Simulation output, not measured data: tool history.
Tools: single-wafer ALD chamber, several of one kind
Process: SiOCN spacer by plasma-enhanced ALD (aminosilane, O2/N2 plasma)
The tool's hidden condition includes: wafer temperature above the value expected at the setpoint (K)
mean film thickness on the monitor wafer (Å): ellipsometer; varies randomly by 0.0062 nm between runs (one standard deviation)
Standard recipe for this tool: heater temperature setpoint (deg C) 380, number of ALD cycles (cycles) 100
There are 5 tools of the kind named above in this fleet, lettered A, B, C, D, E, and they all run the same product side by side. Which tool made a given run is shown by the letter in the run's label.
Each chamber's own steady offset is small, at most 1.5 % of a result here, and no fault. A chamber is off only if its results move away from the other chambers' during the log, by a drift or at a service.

run	day	heater temperature setpoint (deg C)	number of ALD cycles (cycles)	hours since the last thermocouple change	read-back reference wafer on the same gauge, thickness_nm	mean film thickness on the monitor wafer (Å)
1D	0.362	380	100	1569.1	5.5986	59.793
2C	0.667	380	100	744.5	5.5999	59.738
3A	0.917	380	100	560.3	5.5976	59.627
4E	1.179	380	100	401.2	5.596	60.62
5B	1.496	380	100	2304.8	5.5955	59.596
6E	1.792	380	100	415.9	5.5966	60.616
7A	2	380	100	586.3	5.5959	59.665
8D	2.308	380	100	1615.8	5.5939	59.778
9C	2.633	380	100	791.7	5.5934	59.78
10B	2.85	380	100	2337.3	5.5934	59.765
11C	3.108	380	100	803.1	5.5903	59.711
12B	3.325	380	100	2348.7	5.5917	59.58
13E	3.6	380	100	459.3	5.59	60.611
14D	3.917	380	100	1654.4	5.5902	59.572
15A	4.171	380	100	638.4	5.5895	59.595
16E	4.475	371	112	480.3	5.5893	67.881
17A	4.7	371	112	651.1	5.5881	66.777
18D	4.942	371	112	1679	5.587	66.868
19C	5.329	371	112	856.4	5.5849	66.765
20B	5.679	371	112	2405.2	5.5848	66.735
21D	5.883	380	100	1701.6	5.5859	59.573
22C	6.188	380	100	877	5.5849	59.648
23E	6.538	380	117	529.8	5.5834	70.833
24A	6.796	380	117	701.4	5.5825	69.712
25B	7.108	380	117	2439.5	5.5807	69.617
26E	7.296	380	117	548	5.5827	70.919
27A	7.567	380	117	719.9	5.5791	69.621
28D	7.858	380	115	1749	5.5797	68.519
29C	8.188	380	115	925	5.579	68.636
30B	8.479	380	115	2472.4	5.5769	68.405
31A	8.717	380	115	747.5	5.5784	68.365
32E	8.888	380	115	586.2	5.5769	69.58

What goes on in this fleet: one chamber off, a drifting gauge, or nothing beyond the chambers' own small offsets? Name the chamber and the cause, if any.

No chamber is off; the gauge reading every chamber's wafers drifts, which makes the whole fleet appear to move together.
Likeliest cause: gauge reads low (%) = 0.422.

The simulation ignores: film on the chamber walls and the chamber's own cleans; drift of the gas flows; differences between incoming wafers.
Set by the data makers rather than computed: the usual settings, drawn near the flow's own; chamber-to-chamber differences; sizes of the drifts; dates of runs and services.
